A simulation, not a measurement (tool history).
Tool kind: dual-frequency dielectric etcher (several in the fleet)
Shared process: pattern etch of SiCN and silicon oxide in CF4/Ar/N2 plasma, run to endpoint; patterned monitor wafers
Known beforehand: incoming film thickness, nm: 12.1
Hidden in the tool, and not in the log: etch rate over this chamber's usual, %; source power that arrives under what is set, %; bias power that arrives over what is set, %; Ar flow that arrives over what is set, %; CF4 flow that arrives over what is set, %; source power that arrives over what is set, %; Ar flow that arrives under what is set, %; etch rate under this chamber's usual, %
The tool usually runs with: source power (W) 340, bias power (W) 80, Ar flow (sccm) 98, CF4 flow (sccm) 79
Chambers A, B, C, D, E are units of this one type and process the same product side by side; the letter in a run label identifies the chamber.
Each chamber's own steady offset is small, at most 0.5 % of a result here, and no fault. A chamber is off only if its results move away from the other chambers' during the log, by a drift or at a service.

run,day,source power (W),bias power (W),Ar flow (sccm),CF4 flow (sccm),hours since the last wet clean,hours since the last source power generator calibration,hours since the last bias power generator calibration,hours since the last Ar flow controller change,hours since the last CF4 flow controller change,endpoint time (s)
1D,0.171,340,80,98,79,163.3,750.9,4879.7,3382.1,2538.5,16.999
2B,0.454,340,80,98,79,321.3,2360.5,1201.9,794.2,3360.1,17.006
3E,0.733,340,80,98,79,492.1,1351.3,1669.6,408.3,1234.9,17.084
4C,0.925,340,80,98,79,40.2,3353.6,1514.8,3224.1,1177.7,17.02
5A,1.188,340,80,98,79,203.3,1941.1,792.3,550.7,338.1,16.881
6A,1.404,340,80,98,79,208.5,1946.3,797.5,555.9,343.3,16.953
7C,1.642,340,80,98,79,57.4,3370.8,1532,3241.3,1194.9,16.951
8E,1.858,340,80,98,79,519.1,1378.3,1696.6,435.3,1261.9,17.101
9B,2.117,340,80,98,79,361.2,2400.4,1241.8,834.1,3400,17.102
10D,2.358,340,80,98,79,215.8,803.4,4932.2,3434.6,2591,17.061
11E,2.604,340,80,98,79,537,1396.2,1714.5,453.2,1279.8,17.037
# day 2.717: chamber A: source power generator calibrated
12B,2.792,340,80,98,79,377.4,2416.6,1258,850.3,3416.2,17.121
# day 3.004: chamber E: wet clean of the chamber
13A,3.083,340,80,98,79,248.8,8.9,837.8,596.2,383.6,17.454
14C,3.271,340,99,98,79,96.5,3409.9,1571.1,3280.4,1234,15.58
15D,3.467,340,99,98,79,242.4,830,4958.8,3461.2,2617.6,15.769
# day 3.638: chamber B: wet clean of the chamber
16E,3.671,340,99,98,79,16.1,1421.8,1740.1,478.8,1305.4,15.747
17C,3.833,340,99,98,79,110,3423.4,1584.6,3293.9,1247.5,15.569
18A,4.071,340,99,98,79,272.5,32.6,861.5,619.9,407.3,16.203
19D,4.283,340,80,98,89,262,849.6,4978.4,3480.8,2637.2,16.926
20B,4.425,340,80,98,89,19,2455.8,1297.2,889.5,3455.4,16.823
21D,4.604,340,80,98,89,269.7,857.3,4986.1,3488.5,2644.9,16.773
22A,4.788,340,80,98,89,289.7,49.8,878.7,637.1,424.5,17.191
23E,4.925,340,80,98,89,46.2,1451.9,1770.2,508.9,1335.5,16.742
24C,5.15,340,80,98,79,141.6,3455,1616.2,3325.5,1279.1,16.901
25B,5.3,340,80,98,79,40,2476.8,1318.2,910.5,3476.4,17.049
26D,5.533,340,80,98,79,292,879.6,5008.4,3510.8,2667.2,17.116
27E,5.804,340,80,98,79,67.3,1473,1791.3,530,1356.6,16.903
28A,6.025,340,80,98,79,319.4,79.5,908.4,666.8,454.2,17.461
29B,6.188,340,80,98,79,61.3,2498.1,1339.5,931.8,3497.7,17.06
30C,6.392,340,80,98,79,171.4,3484.8,1646,3355.3,1308.9,16.91
31E,6.525,340,80,98,79,84.6,1490.3,1808.6,547.3,1373.9,17.033
32C,6.733,340,80,98,79,179.6,3493,1654.2,3363.5,1317.1,17.034
33A,6.933,340,80,98,79,341.2,101.3,930.2,688.6,476,17.399
34B,7.158,340,80,98,79,84.6,2521.4,1362.8,955.1,3521,16.981
# day 7.342: chamber D: bias power generator calibrated
35D,7.371,340,80,98,79,336.1,923.7,0.8,3554.9,2711.3,17.049
36D,7.621,340,71,111,79,342.1,929.7,6.8,3560.9,2717.3,18.116

Does one chamber stand apart from the rest, does the shared gauge drift, or is all well apart from small per-chamber offsets? Give the chamber and the most likely cause, where there is one.

Chamber A came out of a service off from its peers and stayed that way.
Most likely cause: source power that arrives under what is set, % = 3.36.

Chamber A could run next with any of the 4 candidate recipes listed below; each alters the usual settings, and their results appear as question marks. Which one brings its results back in line with what the other chambers deliver on the usual settings?
A result is in line if it is within this distance of the other chambers' mean on the usual settings: endpoint time (s) 0.2
37A-1,7.833,350,80,98,79,,,,,,?
37A-2,7.833,360,80,97,80,,,,,,?
37A-3,7.833,320,80,98,79,,,,,,?
37A-4,7.833,330,79,98,79,,,,,,?

Usual-settings mean across the other chambers: endpoint time (s) 17.028
run,endpoint time (s)
37A-1,17.042
37A-2,16.573
37A-3,18.438
37A-4,18.025
Change 37A-1 lands the chamber within the allowed miss of the other chambers.

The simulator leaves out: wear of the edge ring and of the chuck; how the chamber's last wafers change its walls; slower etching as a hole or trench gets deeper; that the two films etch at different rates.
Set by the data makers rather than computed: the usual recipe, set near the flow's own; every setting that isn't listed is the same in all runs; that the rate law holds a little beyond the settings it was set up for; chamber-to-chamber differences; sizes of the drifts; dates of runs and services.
